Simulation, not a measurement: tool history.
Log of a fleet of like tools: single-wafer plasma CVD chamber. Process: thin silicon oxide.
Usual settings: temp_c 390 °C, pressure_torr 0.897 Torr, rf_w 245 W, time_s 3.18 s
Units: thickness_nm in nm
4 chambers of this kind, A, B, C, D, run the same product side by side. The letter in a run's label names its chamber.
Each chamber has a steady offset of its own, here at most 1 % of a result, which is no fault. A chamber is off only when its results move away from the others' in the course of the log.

run,hour,temp_c,pressure_torr,rf_w,time_s,hours since the last thermocouple change,hours since the last RF generator calibration,hours since the last manometer calibration,"read-back reference wafer on the same gauge, thickness_nm",thickness_nm
1C,5,390,0.897,245,3.18,59,1369.4,1942,5.2234,5.9636
2A,8.4,390,0.897,245,3.18,1266.4,1115.4,904.7,5.2164,6.0084
3D,12.3,390,0.897,245,3.18,1941.8,946.1,152.9,5.2167,5.8926
4B,16.8,390,0.897,245,3.18,489.2,1114.6,956.2,5.2218,5.9362
5D,21.1,390,0.897,245,3.18,1950.6,954.9,161.7,5.2234,5.9123
6A,26.9,390,0.897,245,3.18,1284.9,1133.9,923.2,5.2194,6.0149
7B,30.4,390,0.897,245,3.18,502.8,1128.2,969.8,5.2243,5.8869
8C,35.2,390,0.897,245,3.18,89.2,1399.6,1972.2,5.2212,5.9385
9B,40.8,390,0.897,245,3.18,513.2,1138.6,980.2,5.2184,5.9045
10D,43.6,390,0.897,245,3.18,1973.1,977.4,184.2,5.2116,5.9123
11C,48.3,390,0.897,245,3.18,102.3,1412.7,1985.3,5.2163,5.9663
12A,51,390,0.897,245,3.18,1309,1158,947.3,5.2178,6.0382
13B,56.8,390,0.897,245,3.18,529.2,1154.6,996.2,5.2243,5.9258
14C,61.1,390,0.897,245,3.18,115.1,1425.5,1998.1,5.2164,5.9628
15A,65.9,390,0.897,245,3.18,1323.9,1172.9,962.2,5.2197,6.0213
16D,71.9,390,0.897,245,3.18,2001.4,1005.7,212.5,5.2201,5.8896
# hour 72.2: chamber C: capacitance manometer re-zeroed and calibrated
17B,76.7,397,0.897,245,3.18,549.1,1174.5,1016.1,5.2215,5.8523
18A,81.6,397,0.897,245,3.18,1339.6,1188.6,977.9,5.2144,5.9408
19D,87.3,397,0.897,245,3.18,2016.8,1021.1,227.9,5.2117,5.8973
20C,91.4,397,0.897,245,3.18,145.4,1455.8,19.3,5.2198,5.8209
21B,97.2,390,0.897,245,3.18,569.6,1195,1036.6,5.2173,5.8767
22A,102.3,390,0.897,245,3.18,1360.3,1209.3,998.6,5.2187,6.0208
23C,106.8,390,0.897,245,3.18,160.8,1471.2,34.7,5.2213,5.7991
24D,111.5,390,0.897,245,3.18,2041,1045.3,252.1,5.2206,5.9394
25D,117,390,0.897,245,3.18,2046.5,1050.8,257.6,5.2173,5.8906
26A,122.8,385,0.897,245,3.18,1380.8,1229.8,1019.1,5.2267,6.0087
27C,125.6,385,0.897,245,3.18,179.6,1490,53.5,5.2193,5.8262
# hour 127.8: chamber B: RF generator calibrated
28B,129.6,385,0.897,245,3.18,602,1.9,1069,5.2185,5.8524
29C,133.1,385,0.897,245,3.18,187.1,1497.5,61,5.2176,5.8651

All 4 chambers run these settings next. Forecast each chamber's results:
30A,137.3,390,0.897,245,3.18,,,,,?
30B,137.3,390,0.897,245,3.18,,,,,?
30C,137.3,390,0.897,245,3.18,,,,,?
30D,137.3,390,0.897,245,3.18,,,,,?

run,thickness_nm
30A,6.0188
30B,5.8745
30C,5.7568
30D,5.9339
